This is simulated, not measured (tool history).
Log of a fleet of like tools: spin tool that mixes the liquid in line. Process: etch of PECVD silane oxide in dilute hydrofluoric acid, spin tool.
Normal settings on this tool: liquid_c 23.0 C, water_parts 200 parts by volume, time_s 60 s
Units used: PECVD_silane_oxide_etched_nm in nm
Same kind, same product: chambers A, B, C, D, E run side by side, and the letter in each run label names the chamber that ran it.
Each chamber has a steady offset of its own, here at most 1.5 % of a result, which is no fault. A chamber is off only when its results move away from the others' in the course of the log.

run	day	liquid_c	water_parts	time_s	hours since the thermometer was replaced	hours since the hydrofluoric acid flow meter was replaced	read-back film thickness of the PECVD silane oxide reference wafer, read on the same gauge (nm)	PECVD_silane_oxide_etched_nm
1A	0.158	23.0	200	60	230.9	523.6	129.99	8.3015
2E	0.479	23.0	200	60	1704.6	142.3	129.99	8.2255
3B	0.767	23.0	200	60	1734.6	188.2	130.02	8.1512
# day 0.917: chamber A: hydrofluoric acid flow meter replaced
4D	1.062	23.0	200	60	2467.4	143.1	130.03	8.2210
5C	1.217	23.0	200	60	469.1	146.2	129.99	8.2799
6D	1.517	23.0	165	75	2478.3	154.0	129.98	12.8280
7C	1.796	23.0	165	75	483.0	160.1	130.02	13.0300
8B	2.096	23.0	165	75	1766.5	220.1	130.00	12.8400
9E	2.296	23.0	165	75	1748.2	185.9	130.02	12.8790
10A	2.604	23.0	165	75	289.6	40.6	130.00	12.9970
11E	2.929	23.0	200	60	1763.4	201.1	129.99	8.1599
12D	3.100	23.0	200	60	2516.3	192.0	129.98	8.1578
13C	3.371	23.0	200	85	520.8	197.9	130.03	11.6260
14A	3.612	23.0	200	85	313.8	64.8	129.97	11.7420
15B	3.858	23.0	200	85	1808.8	262.4	129.98	11.6090
16D	4.183	23.0	200	85	2542.3	218.0	129.99	11.5970
17A	4.492	23.0	200	85	334.9	85.9	129.97	11.6990
18E	4.646	23.0	200	60	1804.6	242.3	130.04	8.1882
19B	4.825	23.0	200	60	1832.0	285.6	129.99	8.1463
20C	5.038	23.0	200	60	560.8	237.9	130.00	8.1888
21A	5.179	23.0	200	60	351.4	102.4	130.00	8.2738
22B	5.333	23.0	120	45	1844.2	297.8	129.99	11.2730
23D	5.588	23.0	120	45	2576.0	251.7	129.98	11.2900
24E	5.883	23.0	120	45	1834.3	272.0	129.98	11.0860
25C	6.088	23.0	120	45	586.0	263.1	130.05	11.4250
26B	6.246	23.0	120	45	1866.1	319.7	129.98	11.3530
27A	6.454	23.0	200	60	382.0	133.0	129.98	8.2332
28E	6.767	23.0	200	60	1855.5	293.2	129.98	8.0541
29D	6.950	23.0	200	60	2608.7	284.4	130.00	8.2332
30C	7.138	19.5	200	60	611.2	288.3	130.05	7.1733

Next, every chamber runs the same settings. What will each give?
31A	7.371	23.0	200	75				?
31B	7.371	23.0	200	75				?
31C	7.371	23.0	200	75				?
31D	7.371	23.0	200	75				?
31E	7.371	23.0	200	75				?

run	PECVD_silane_oxide_etched_nm
31A	10.3690
31B	10.2040
31C	10.2550
31D	10.2330
31E	10.1990

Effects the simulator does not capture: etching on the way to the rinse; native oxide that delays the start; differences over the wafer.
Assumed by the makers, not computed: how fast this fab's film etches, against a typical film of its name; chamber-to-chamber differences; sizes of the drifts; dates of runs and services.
